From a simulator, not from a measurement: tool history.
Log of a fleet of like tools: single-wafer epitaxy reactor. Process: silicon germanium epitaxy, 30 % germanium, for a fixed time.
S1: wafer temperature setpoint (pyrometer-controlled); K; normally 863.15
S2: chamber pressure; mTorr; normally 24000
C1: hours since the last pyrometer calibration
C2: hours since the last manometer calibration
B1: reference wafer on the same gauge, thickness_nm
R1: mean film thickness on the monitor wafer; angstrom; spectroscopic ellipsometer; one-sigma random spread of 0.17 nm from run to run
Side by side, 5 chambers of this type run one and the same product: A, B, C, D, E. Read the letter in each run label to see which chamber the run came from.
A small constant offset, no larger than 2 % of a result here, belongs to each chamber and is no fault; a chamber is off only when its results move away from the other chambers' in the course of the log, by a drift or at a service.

{"run": "1D", "hour": 5.3, "S1": 863.15, "S2": 24000, "C1": 781.5, "C2": 19.6, "B1": 46.914, "R1": 525.61}
{"run": "2A", "hour": 9.9, "S1": 863.15, "S2": 24000, "C1": 341.2, "C2": 561.8, "B1": 46.92, "R1": 526.32}
{"run": "3C", "hour": 13.0, "S1": 863.15, "S2": 24000, "C1": 1573.7, "C2": 1076, "B1": 46.898, "R1": 528.2}
{"run": "4E", "hour": 17.0, "S1": 863.15, "S2": 24000, "C1": 1181.2, "C2": 711.5, "B1": 46.871, "R1": 523.18}
{"run": "5B", "hour": 20.7, "S1": 863.15, "S2": 24000, "C1": 1047.4, "C2": 749.8, "B1": 46.888, "R1": 516.72}
{"run": "6D", "hour": 24.0, "S1": 863.15, "S2": 24000, "C1": 800.2, "C2": 38.3, "B1": 46.904, "R1": 520.7}
{"run": "7B", "hour": 26.4, "S1": 863.15, "S2": 24000, "C1": 1053.1, "C2": 755.5, "B1": 46.924, "R1": 517.38}
{"run": "8C", "hour": 29.9, "S1": 863.15, "S2": 24000, "C1": 1590.6, "C2": 1092.9, "B1": 46.888, "R1": 526.81}
{"run": "9E", "hour": 32.6, "S1": 863.15, "S2": 21400, "C1": 1196.8, "C2": 727.1, "B1": 46.956, "R1": 498.78}
{"run": "10A", "hour": 35.5, "S1": 863.15, "S2": 21400, "C1": 366.8, "C2": 587.4, "B1": 46.921, "R1": 504.09}
{"run": "11A", "hour": 39.2, "S1": 863.15, "S2": 21400, "C1": 370.5, "C2": 591.1, "B1": 46.857, "R1": 502.9}
{"run": "12D", "hour": 41.9, "S1": 863.15, "S2": 21400, "C1": 818.1, "C2": 56.2, "B1": 46.895, "R1": 499.69}
{"run": "13E", "hour": 47.2, "S1": 863.15, "S2": 21400, "C1": 1211.4, "C2": 741.7, "B1": 46.885, "R1": 498.76}
{"run": "14B", "hour": 50.6, "S1": 863.15, "S2": 24000, "C1": 1077.3, "C2": 779.7, "B1": 46.914, "R1": 518.86}
{"run": "15C", "hour": 55.7, "S1": 863.15, "S2": 24000, "C1": 1616.4, "C2": 1118.7, "B1": 46.881, "R1": 526.21}
{"run": "16C", "hour": 60.6, "S1": 863.15, "S2": 24000, "C1": 1621.3, "C2": 1123.6, "B1": 46.894, "R1": 530.01}
{"run": "17D", "hour": 63.0, "S1": 863.15, "S2": 24000, "C1": 839.2, "C2": 77.3, "B1": 46.918, "R1": 526.06}
{"hour": 66.9, "done": "chamber E: pyrometer calibrated"}
{"run": "18A", "hour": 67.5, "S1": 863.15, "S2": 24000, "C1": 398.8, "C2": 619.4, "B1": 46.888, "R1": 526.58}
{"run": "19E", "hour": 70.4, "S1": 863.15, "S2": 24000, "C1": 3.5, "C2": 764.9, "B1": 46.9, "R1": 508.89}
{"run": "20B", "hour": 73.2, "S1": 863.15, "S2": 24000, "C1": 1099.9, "C2": 802.3, "B1": 46.918, "R1": 516.97}
{"run": "21B", "hour": 77.0, "S1": 863.15, "S2": 24000, "C1": 1103.7, "C2": 806.1, "B1": 46.912, "R1": 515.99}
{"run": "22C", "hour": 80.0, "S1": 863.15, "S2": 24000, "C1": 1640.7, "C2": 1143, "B1": 46.909, "R1": 528.53}
{"run": "23E", "hour": 84.0, "S1": 874.15, "S2": 21100, "C1": 17.1, "C2": 778.5, "B1": 46.923, "R1": 592.26}
{"run": "24A", "hour": 86.5, "S1": 874.15, "S2": 21100, "C1": 417.8, "C2": 638.4, "B1": 46.929, "R1": 612.08}
{"run": "25D", "hour": 91.8, "S1": 874.15, "S2": 21100, "C1": 868, "C2": 106.1, "B1": 46.896, "R1": 610.27}
{"run": "26E", "hour": 97.1, "S1": 874.15, "S2": 21100, "C1": 30.2, "C2": 791.6, "B1": 46.903, "R1": 595.38}
{"run": "27A", "hour": 99.7, "S1": 874.15, "S2": 21100, "C1": 431, "C2": 651.6, "B1": 46.958, "R1": 610.08}
{"run": "28C", "hour": 102.4, "S1": 863.15, "S2": 24000, "C1": 1663.1, "C2": 1165.4, "B1": 46.875, "R1": 531.92}
{"run": "29B", "hour": 105.0, "S1": 863.15, "S2": 24000, "C1": 1131.7, "C2": 834.1, "B1": 46.929, "R1": 516.99}
{"run": "30D", "hour": 107.5, "S1": 863.15, "S2": 24000, "C1": 883.7, "C2": 121.8, "B1": 46.871, "R1": 521.94}
{"run": "31B", "hour": 110.4, "S1": 863.15, "S2": 24000, "C1": 1137.1, "C2": 839.5, "B1": 46.892, "R1": 514.74}
{"run": "32A", "hour": 114.8, "S1": 863.15, "S2": 24000, "C1": 446.1, "C2": 666.7, "B1": 46.913, "R1": 523.42}
{"run": "33E", "hour": 120.1, "S1": 863.15, "S2": 24000, "C1": 53.2, "C2": 814.6, "B1": 46.897, "R1": 508.93}
{"run": "34C", "hour": 125.4, "S1": 868.15, "S2": 21300, "C1": 1686.1, "C2": 1188.4, "B1": 46.931, "R1": 556.39}
{"run": "35D", "hour": 130.4, "S1": 868.15, "S2": 21300, "C1": 906.6, "C2": 144.7, "B1": 46.917, "R1": 549.04}
{"run": "36B", "hour": 134.8, "S1": 868.15, "S2": 21300, "C1": 1161.5, "C2": 863.9, "B1": 46.904, "R1": 540.23}
{"run": "37A", "hour": 138.6, "S1": 868.15, "S2": 21300, "C1": 469.9, "C2": 690.5, "B1": 46.896, "R1": 552.61}
{"run": "38D", "hour": 142.1, "S1": 868.15, "S2": 21300, "C1": 918.3, "C2": 156.4, "B1": 46.909, "R1": 549.67}
{"run": "39C", "hour": 145.4, "S1": 863.15, "S2": 24000, "C1": 1706.1, "C2": 1208.4, "B1": 46.901, "R1": 529.78}

What goes on in this fleet: one chamber off, a drifting gauge, or nothing beyond the chambers' own small offsets? Name the chamber and the cause, if any.

Chamber E has stood off from the others ever since a service on it.
Likeliest cause: wafer temperature below the value expected at the setpoint (K) = 1.55.

Below are 4 candidate recipes for chamber E's next run, each the usual settings with a change, their results shown as question marks. Which of them brings E's results back in line with what the other chambers give on the usual settings?
Counts as in line when no further than this from what the other chambers average on the usual settings: R1 6 angstrom
{"run": "40E-1", "hour": 149.3, "S1": 863.15, "S2": 22200, "R1": "?"}
{"run": "40E-2", "hour": 149.3, "S1": 863.15, "S2": 23400, "R1": "?"}
{"run": "40E-3", "hour": 149.3, "S1": 863.15, "S2": 25800, "R1": "?"}
{"run": "40E-4", "hour": 149.3, "S1": 863.15, "S2": 24600, "R1": "?"}

Average result of the remaining chambers running the usual settings: R1 524.25 angstrom
run=40E-1 R1=491.99
run=40E-2 R1=502.62
run=40E-3 R1=522.91
run=40E-4 R1=512.91
Change 40E-3 lands the chamber within the allowed miss of the other chambers.

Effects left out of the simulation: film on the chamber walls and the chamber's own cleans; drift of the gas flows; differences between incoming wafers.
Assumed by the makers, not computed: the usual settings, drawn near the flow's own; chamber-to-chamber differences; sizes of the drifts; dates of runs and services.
